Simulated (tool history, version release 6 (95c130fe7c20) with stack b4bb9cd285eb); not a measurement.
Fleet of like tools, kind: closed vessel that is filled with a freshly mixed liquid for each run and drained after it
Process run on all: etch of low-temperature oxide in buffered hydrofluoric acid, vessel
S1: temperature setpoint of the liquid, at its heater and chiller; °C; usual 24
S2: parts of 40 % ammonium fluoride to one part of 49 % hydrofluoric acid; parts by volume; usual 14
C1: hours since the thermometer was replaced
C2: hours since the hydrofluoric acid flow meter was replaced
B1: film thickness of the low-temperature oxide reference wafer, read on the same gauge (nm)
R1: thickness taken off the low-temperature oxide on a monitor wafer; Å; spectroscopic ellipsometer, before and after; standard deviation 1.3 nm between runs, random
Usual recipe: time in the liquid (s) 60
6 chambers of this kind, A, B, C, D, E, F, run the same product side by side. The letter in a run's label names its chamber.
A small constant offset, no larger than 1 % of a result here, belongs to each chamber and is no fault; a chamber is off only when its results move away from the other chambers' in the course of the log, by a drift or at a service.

{"run": "1C", "day": 0.246, "S1": 24, "S2": 14, "time in the liquid (s)": 60, "C1": 417.3, "C2": 408.9, "B1": 70.037, "R1": 1484.3}
{"run": "2F", "day": 0.562, "S1": 24, "S2": 14, "time in the liquid (s)": 60, "C1": 529.2, "C2": 838.9, "B1": 70.016, "R1": 1470.1}
{"run": "3A", "day": 0.808, "S1": 24, "S2": 14, "time in the liquid (s)": 60, "C1": 23.5, "C2": 659.5, "B1": 70.002, "R1": 1483.3}
{"run": "4E", "day": 0.983, "S1": 24, "S2": 14, "time in the liquid (s)": 60, "C1": 333.3, "C2": 131.5, "B1": 70.002, "R1": 1475.1}
{"run": "5D", "day": 1.188, "S1": 24, "S2": 14, "time in the liquid (s)": 60, "C1": 1899.1, "C2": 1370.8, "B1": 70.013, "R1": 1462.2}
{"run": "6B", "day": 1.488, "S1": 24, "S2": 14, "time in the liquid (s)": 60, "C1": 716.5, "C2": 990.6, "B1": 69.998, "R1": 1477.8}
{"run": "7D", "day": 1.85, "S1": 24, "S2": 14, "time in the liquid (s)": 60, "C1": 1915, "C2": 1386.7, "B1": 70.025, "R1": 1446.8}
{"run": "8C", "day": 2.025, "S1": 24, "S2": 14, "time in the liquid (s)": 60, "C1": 460, "C2": 451.6, "B1": 70.018, "R1": 1477.9}
{"run": "9A", "day": 2.333, "S1": 24, "S2": 14, "time in the liquid (s)": 60, "C1": 60.1, "C2": 696.1, "B1": 69.989, "R1": 1494.6}
{"run": "10B", "day": 2.612, "S1": 24, "S2": 14, "time in the liquid (s)": 60, "C1": 743.5, "C2": 1017.6, "B1": 69.993, "R1": 1460.7}
{"run": "11E", "day": 2.779, "S1": 24, "S2": 14, "time in the liquid (s)": 35, "C1": 376.4, "C2": 174.6, "B1": 70.004, "R1": 879.89}
{"run": "12F", "day": 2.942, "S1": 24, "S2": 14, "time in the liquid (s)": 35, "C1": 586.3, "C2": 896, "B1": 70.009, "R1": 843.95}
{"run": "13C", "day": 3.238, "S1": 24, "S2": 14, "time in the liquid (s)": 35, "C1": 489.1, "C2": 480.7, "B1": 70.014, "R1": 874.24}
{"run": "14A", "day": 3.567, "S1": 24, "S2": 14, "time in the liquid (s)": 35, "C1": 89.7, "C2": 725.7, "B1": 69.981, "R1": 860.79}
{"run": "15B", "day": 3.812, "S1": 24, "S2": 14, "time in the liquid (s)": 35, "C1": 772.3, "C2": 1046.4, "B1": 70.017, "R1": 866.8}
{"run": "16E", "day": 4.158, "S1": 24, "S2": 14, "time in the liquid (s)": 35, "C1": 409.5, "C2": 207.7, "B1": 70.009, "R1": 871.96}
{"run": "17F", "day": 4.5, "S1": 24, "S2": 14, "time in the liquid (s)": 60, "C1": 623.7, "C2": 933.4, "B1": 69.993, "R1": 1446.3}
{"run": "18D", "day": 4.779, "S1": 24, "S2": 14, "time in the liquid (s)": 60, "C1": 1985.3, "C2": 1457, "B1": 69.987, "R1": 1460.7}
{"run": "19A", "day": 5.092, "S1": 24, "S2": 14, "time in the liquid (s)": 60, "C1": 126.3, "C2": 762.3, "B1": 70.019, "R1": 1495.9}
{"run": "20E", "day": 5.392, "S1": 28, "S2": 14, "time in the liquid (s)": 80, "C1": 439.1, "C2": 237.3, "B1": 69.99, "R1": 2467}
{"run": "21C", "day": 5.567, "S1": 28, "S2": 14, "time in the liquid (s)": 80, "C1": 545, "C2": 536.6, "B1": 70.004, "R1": 2466.7}
{"run": "22B", "day": 5.733, "S1": 28, "S2": 14, "time in the liquid (s)": 80, "C1": 818.4, "C2": 1092.5, "B1": 69.988, "R1": 2470.4}
{"run": "23F", "day": 5.958, "S1": 28, "S2": 14, "time in the liquid (s)": 80, "C1": 658.7, "C2": 968.4, "B1": 69.99, "R1": 2350.8}
{"run": "24D", "day": 6.246, "S1": 28, "S2": 14, "time in the liquid (s)": 80, "C1": 2020.5, "C2": 1492.2, "B1": 70.022, "R1": 2400.1}
{"run": "25C", "day": 6.454, "S1": 28, "S2": 14, "time in the liquid (s)": 80, "C1": 566.3, "C2": 557.9, "B1": 70.023, "R1": 2486.1}
{"run": "26B", "day": 6.642, "S1": 24, "S2": 14, "time in the liquid (s)": 60, "C1": 840.2, "C2": 1114.3, "B1": 69.995, "R1": 1478.1}
{"run": "27F", "day": 6.992, "S1": 24, "S2": 14, "time in the liquid (s)": 60, "C1": 683.5, "C2": 993.2, "B1": 70.002, "R1": 1389.5}
{"run": "28D", "day": 7.304, "S1": 24, "S2": 14, "time in the liquid (s)": 60, "C1": 2045.9, "C2": 1517.6, "B1": 70.017, "R1": 1482.7}
{"run": "29A", "day": 7.612, "S1": 24, "S2": 14, "time in the liquid (s)": 60, "C1": 186.8, "C2": 822.8, "B1": 70, "R1": 1479.3}
{"run": "30E", "day": 7.846, "S1": 24, "S2": 14, "time in the liquid (s)": 60, "C1": 498, "C2": 296.2, "B1": 70.012, "R1": 1467.6}
{"run": "31C", "day": 8.167, "S1": 24, "S2": 14, "time in the liquid (s)": 60, "C1": 607.4, "C2": 599, "B1": 69.994, "R1": 1483.2}
{"run": "32D", "day": 8.496, "S1": 24, "S2": 14, "time in the liquid (s)": 60, "C1": 2074.5, "C2": 1546.2, "B1": 70.015, "R1": 1461.7}
{"run": "33F", "day": 8.829, "S1": 24, "S2": 14, "time in the liquid (s)": 60, "C1": 727.6, "C2": 1037.3, "B1": 69.983, "R1": 1377.8}
{"run": "34E", "day": 9.15, "S1": 24, "S2": 14, "time in the liquid (s)": 60, "C1": 529.3, "C2": 327.5, "B1": 69.995, "R1": 1502.5}
{"run": "35B", "day": 9.308, "S1": 24, "S2": 14, "time in the liquid (s)": 60, "C1": 904.2, "C2": 1178.3, "B1": 69.994, "R1": 1484.6}
{"run": "36A", "day": 9.512, "S1": 24, "S2": 14, "time in the liquid (s)": 60, "C1": 232.4, "C2": 868.4, "B1": 69.998, "R1": 1483.6}
{"run": "37A", "day": 9.712, "S1": 24, "S2": 14, "time in the liquid (s)": 60, "C1": 237.2, "C2": 873.2, "B1": 69.979, "R1": 1488.2}
{"run": "38C", "day": 9.967, "S1": 24, "S2": 9.5, "time in the liquid (s)": 45, "C1": 650.6, "C2": 642.2, "B1": 69.989, "R1": 1610.1}
{"run": "39F", "day": 10.333, "S1": 24, "S2": 9.5, "time in the liquid (s)": 45, "C1": 763.7, "C2": 1073.4, "B1": 70.01, "R1": 1433.3}
{"run": "40D", "day": 10.55, "S1": 24, "S2": 9.5, "time in the liquid (s)": 45, "C1": 2123.8, "C2": 1595.5, "B1": 69.986, "R1": 1562.2}
{"run": "41B", "day": 10.738, "S1": 24, "S2": 9.5, "time in the liquid (s)": 45, "C1": 938.5, "C2": 1212.6, "B1": 69.993, "R1": 1607.9}
{"run": "42E", "day": 11.092, "S1": 24, "S2": 9.5, "time in the liquid (s)": 45, "C1": 575.9, "C2": 374.1, "B1": 70.013, "R1": 1606.4}
{"run": "43C", "day": 11.458, "S1": 24, "S2": 9.5, "time in the liquid (s)": 45, "C1": 686.4, "C2": 678, "B1": 69.995, "R1": 1617.2}

All chambers now run identical settings, listed one chamber a line with results as question marks. What results will each chamber show?
{"run": "44A", "day": 11.721, "S1": 26.5, "S2": 14, "time in the liquid (s)": 60, "R1": "?"}
{"run": "44B", "day": 11.721, "S1": 26.5, "S2": 14, "time in the liquid (s)": 60, "R1": "?"}
{"run": "44C", "day": 11.721, "S1": 26.5, "S2": 14, "time in the liquid (s)": 60, "R1": "?"}
{"run": "44D", "day": 11.721, "S1": 26.5, "S2": 14, "time in the liquid (s)": 60, "R1": "?"}
{"run": "44E", "day": 11.721, "S1": 26.5, "S2": 14, "time in the liquid (s)": 60, "R1": "?"}
{"run": "44F", "day": 11.721, "S1": 26.5, "S2": 14, "time in the liquid (s)": 60, "R1": "?"}

run=44A R1=1713.5
run=44B R1=1694.5
run=44C R1=1716.6
run=44D R1=1707.6
run=44E R1=1691.2
run=44F R1=1503.3
